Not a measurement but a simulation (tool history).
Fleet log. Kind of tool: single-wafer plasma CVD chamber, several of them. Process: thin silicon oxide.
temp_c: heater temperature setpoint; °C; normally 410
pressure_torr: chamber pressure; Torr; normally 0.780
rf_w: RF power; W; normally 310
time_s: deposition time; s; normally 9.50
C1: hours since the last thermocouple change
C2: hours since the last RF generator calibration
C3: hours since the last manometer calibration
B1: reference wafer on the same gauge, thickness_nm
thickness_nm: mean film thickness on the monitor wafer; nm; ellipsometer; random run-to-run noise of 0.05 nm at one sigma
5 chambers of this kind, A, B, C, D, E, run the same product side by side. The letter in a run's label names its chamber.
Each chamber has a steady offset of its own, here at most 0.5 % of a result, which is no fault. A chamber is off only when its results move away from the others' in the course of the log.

run 1B day=0.312 | temp_c=410 pressure_torr=0.780 rf_w=310 time_s=9.50 | C1=1840.3 C2=1661.6 C3=247.2 | B1=19.787 | thickness_nm=17.116
run 2A day=0.529 | temp_c=410 pressure_torr=0.780 rf_w=310 time_s=9.50 | C1=908.0 C2=100.0 C3=2039.6 | B1=19.809 | thickness_nm=17.070
run 3E day=0.779 | temp_c=410 pressure_torr=0.780 rf_w=310 time_s=9.50 | C1=874.9 C2=1488.8 C3=1530.7 | B1=19.805 | thickness_nm=17.145
run 4D day=1.121 | temp_c=410 pressure_torr=0.780 rf_w=310 time_s=9.50 | C1=2010.6 C2=1450.1 C3=451.6 | B1=19.794 | thickness_nm=17.057
run 5C day=1.404 | temp_c=410 pressure_torr=0.780 rf_w=310 time_s=9.50 | C1=405.4 C2=774.0 C3=868.1 | B1=19.816 | thickness_nm=17.120
run 6D day=1.696 | temp_c=410 pressure_torr=0.780 rf_w=310 time_s=9.50 | C1=2024.4 C2=1463.9 C3=465.4 | B1=19.792 | thickness_nm=17.096
run 7A day=1.967 | temp_c=410 pressure_torr=0.780 rf_w=310 time_s=9.50 | C1=942.5 C2=134.5 C3=2074.1 | B1=19.807 | thickness_nm=17.107
run 8E day=2.171 | temp_c=410 pressure_torr=0.780 rf_w=310 time_s=9.50 | C1=908.3 C2=1522.2 C3=1564.1 | B1=19.795 | thickness_nm=17.314
run 9B day=2.462 | temp_c=410 pressure_torr=0.780 rf_w=310 time_s=9.50 | C1=1891.9 C2=1713.2 C3=298.8 | B1=19.785 | thickness_nm=17.117
run 10C day=2.733 | temp_c=410 pressure_torr=0.687 rf_w=280 time_s=9.50 | C1=437.3 C2=805.9 C3=900.0 | B1=19.791 | thickness_nm=14.460
run 11C day=3.125 | temp_c=410 pressure_torr=0.687 rf_w=280 time_s=9.50 | C1=446.7 C2=815.3 C3=909.4 | B1=19.796 | thickness_nm=14.485
run 12E day=3.325 | temp_c=410 pressure_torr=0.687 rf_w=280 time_s=9.50 | C1=936.0 C2=1549.9 C3=1591.8 | B1=19.811 | thickness_nm=14.628
run 13B day=3.550 | temp_c=410 pressure_torr=0.687 rf_w=280 time_s=9.50 | C1=1918.0 C2=1739.3 C3=324.9 | B1=19.795 | thickness_nm=14.448
run 14D day=3.842 | temp_c=410 pressure_torr=0.687 rf_w=280 time_s=9.50 | C1=2075.9 C2=1515.4 C3=516.9 | B1=19.800 | thickness_nm=14.401
run 15A day=4.238 | temp_c=410 pressure_torr=0.780 rf_w=310 time_s=9.50 | C1=997.0 C2=189.0 C3=2128.6 | B1=19.817 | thickness_nm=17.060
run 16E day=4.508 | temp_c=410 pressure_torr=0.901 rf_w=310 time_s=9.50 | C1=964.4 C2=1578.3 C3=1620.2 | B1=19.796 | thickness_nm=19.513
run 17B day=4.846 | temp_c=410 pressure_torr=0.901 rf_w=310 time_s=9.50 | C1=1949.1 C2=1770.4 C3=356.0 | B1=19.811 | thickness_nm=19.432
run 18A day=5.096 | temp_c=410 pressure_torr=0.901 rf_w=310 time_s=9.50 | C1=1017.6 C2=209.6 C3=2149.2 | B1=19.808 | thickness_nm=19.319
-- day=5.342 chamber E: capacitance manometer re-zeroed and calibrated
run 19C day=5.358 | temp_c=410 pressure_torr=0.901 rf_w=310 time_s=9.50 | C1=500.3 C2=868.9 C3=963.0 | B1=19.784 | thickness_nm=19.439
run 20D day=5.725 | temp_c=410 pressure_torr=0.901 rf_w=310 time_s=9.50 | C1=2121.1 C2=1560.6 C3=562.1 | B1=19.796 | thickness_nm=19.412
run 21D day=6.033 | temp_c=410 pressure_torr=0.780 rf_w=310 time_s=9.50 | C1=2128.5 C2=1568.0 C3=569.5 | B1=19.810 | thickness_nm=17.114
run 22C day=6.379 | temp_c=410 pressure_torr=0.780 rf_w=310 time_s=9.50 | C1=524.8 C2=893.4 C3=987.5 | B1=19.808 | thickness_nm=17.153
run 23B day=6.617 | temp_c=410 pressure_torr=0.780 rf_w=310 time_s=9.50 | C1=1991.6 C2=1812.9 C3=398.5 | B1=19.810 | thickness_nm=17.076
run 24A day=6.904 | temp_c=410 pressure_torr=0.780 rf_w=310 time_s=9.50 | C1=1061.0 C2=253.0 C3=2192.6 | B1=19.785 | thickness_nm=17.076
run 25E day=7.208 | temp_c=410 pressure_torr=0.780 rf_w=310 time_s=9.50 | C1=1029.2 C2=1643.1 C3=44.9 | B1=19.797 | thickness_nm=17.261
run 26E day=7.462 | temp_c=410 pressure_torr=0.780 rf_w=310 time_s=9.50 | C1=1035.3 C2=1649.2 C3=51.0 | B1=19.789 | thickness_nm=17.157
run 27D day=7.825 | temp_c=410 pressure_torr=0.780 rf_w=310 time_s=9.50 | C1=2171.5 C2=1611.0 C3=612.5 | B1=19.812 | thickness_nm=17.118
run 28B day=8.212 | temp_c=410 pressure_torr=0.780 rf_w=310 time_s=9.50 | C1=2029.9 C2=1851.2 C3=436.8 | B1=19.803 | thickness_nm=17.099
run 29C day=8.492 | temp_c=410 pressure_torr=0.780 rf_w=310 time_s=9.50 | C1=575.5 C2=944.1 C3=1038.2 | B1=19.791 | thickness_nm=17.095
run 30A day=8.892 | temp_c=410 pressure_torr=0.780 rf_w=310 time_s=9.50 | C1=1108.7 C2=300.7 C3=2240.3 | B1=19.778 | thickness_nm=17.050
run 31C day=9.121 | temp_c=410 pressure_torr=0.780 rf_w=265 time_s=8.03 | C1=590.6 C2=959.2 C3=1053.3 | B1=19.798 | thickness_nm=13.581
-- day=9.129 chamber A: capacitance manometer re-zeroed and calibrated
run 32B day=9.362 | temp_c=410 pressure_torr=0.780 rf_w=265 time_s=8.03 | C1=2057.5 C2=1878.8 C3=464.4 | B1=19.790 | thickness_nm=13.505
run 33E day=9.750 | temp_c=410 pressure_torr=0.780 rf_w=265 time_s=8.03 | C1=1090.2 C2=1704.1 C3=105.9 | B1=19.807 | thickness_nm=13.679
run 34A day=10.033 | temp_c=410 pressure_torr=0.780 rf_w=265 time_s=8.03 | C1=1136.1 C2=328.1 C3=21.7 | B1=19.803 | thickness_nm=13.511
run 35D day=10.429 | temp_c=410 pressure_torr=0.780 rf_w=265 time_s=8.03 | C1=2234.0 C2=1673.5 C3=675.0 | B1=19.796 | thickness_nm=13.506
run 36B day=10.808 | temp_c=410 pressure_torr=0.780 rf_w=260 time_s=11.08 | C1=2092.2 C2=1913.5 C3=499.1 | B1=19.793 | thickness_nm=18.497
run 37D day=11.150 | temp_c=410 pressure_torr=0.780 rf_w=260 time_s=11.08 | C1=2251.3 C2=1690.8 C3=692.3 | B1=19.803 | thickness_nm=18.344
run 38E day=11.329 | temp_c=410 pressure_torr=0.780 rf_w=260 time_s=11.08 | C1=1128.1 C2=1742.0 C3=143.8 | B1=19.801 | thickness_nm=18.673
run 39C day=11.612 | temp_c=410 pressure_torr=0.780 rf_w=260 time_s=11.08 | C1=650.4 C2=1019.0 C3=1113.1 | B1=19.816 | thickness_nm=18.568

One chamber off, gauge drift, or nothing amiss beyond the chambers' own small offsets? If it is a chamber, which one, and what is the likeliest cause?

Nothing is wrong: each chamber keeps only its own small, steady offset and the gauge holds still.
